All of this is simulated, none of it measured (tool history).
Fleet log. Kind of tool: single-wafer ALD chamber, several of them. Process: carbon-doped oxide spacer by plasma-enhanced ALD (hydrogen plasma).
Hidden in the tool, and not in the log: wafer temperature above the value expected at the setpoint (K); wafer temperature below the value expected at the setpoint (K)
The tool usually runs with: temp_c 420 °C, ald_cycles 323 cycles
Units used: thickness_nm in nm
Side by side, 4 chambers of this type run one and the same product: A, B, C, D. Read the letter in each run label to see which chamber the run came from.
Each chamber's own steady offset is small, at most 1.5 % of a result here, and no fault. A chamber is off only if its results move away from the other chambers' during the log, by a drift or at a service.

run	hour	temp_c	ald_cycles	hours since the last thermocouple change	read-back reference wafer on the same gauge, thickness_nm	thickness_nm
1A	8.9	420	323	1297.6	14.401	15.185
2D	20.6	420	323	2445.9	14.412	15.168
3C	29.3	420	323	165.4	14.410	15.039
4B	37.6	420	323	534.8	14.418	15.265
5B	49.1	420	323	546.3	14.418	15.258
6D	56.6	431	359	2481.9	14.420	16.323
7A	67.2	431	359	1355.9	14.429	16.289
8C	78.0	431	359	214.1	14.438	16.138
9B	87.2	431	359	584.4	14.430	16.410
10C	98.6	426	347	234.7	14.434	15.866
11A	107.6	426	347	1396.3	14.443	16.023
12D	116.3	426	347	2541.6	14.444	16.049
13A	124.2	426	347	1412.9	14.440	16.037
14B	134.7	420	323	631.9	14.448	15.285
15C	146.3	410	362	282.4	14.453	17.420
16D	157.8	410	362	2583.1	14.461	17.689
17A	165.2	410	362	1453.9	14.465	17.621
18D	174.8	410	362	2600.1	14.471	17.671
19C	183.7	420	323	319.8	14.466	15.043
20B	195.0	420	323	692.2	14.474	15.276
21C	203.1	420	323	339.2	14.473	15.081
# hour 209.9: chamber D: thermocouple changed; heater temperature recalibrated
22B	211.5	420	323	708.7	14.480	15.332
23D	221.9	420	323	12.0	14.486	15.289
24A	234.0	420	323	1522.7	14.485	15.275
25A	245.5	420	323	1534.2	14.492	15.240
26B	252.3	420	323	749.5	14.497	15.375
27D	260.1	420	294	50.2	14.499	13.908

All 4 chambers run these settings next. Forecast each chamber's results:
28A	268.8	420	290			?
28B	268.8	420	290			?
28C	268.8	420	290			?
28D	268.8	420	290			?

run	thickness_nm
28A	13.756
28B	13.778
28C	13.550
28D	13.771

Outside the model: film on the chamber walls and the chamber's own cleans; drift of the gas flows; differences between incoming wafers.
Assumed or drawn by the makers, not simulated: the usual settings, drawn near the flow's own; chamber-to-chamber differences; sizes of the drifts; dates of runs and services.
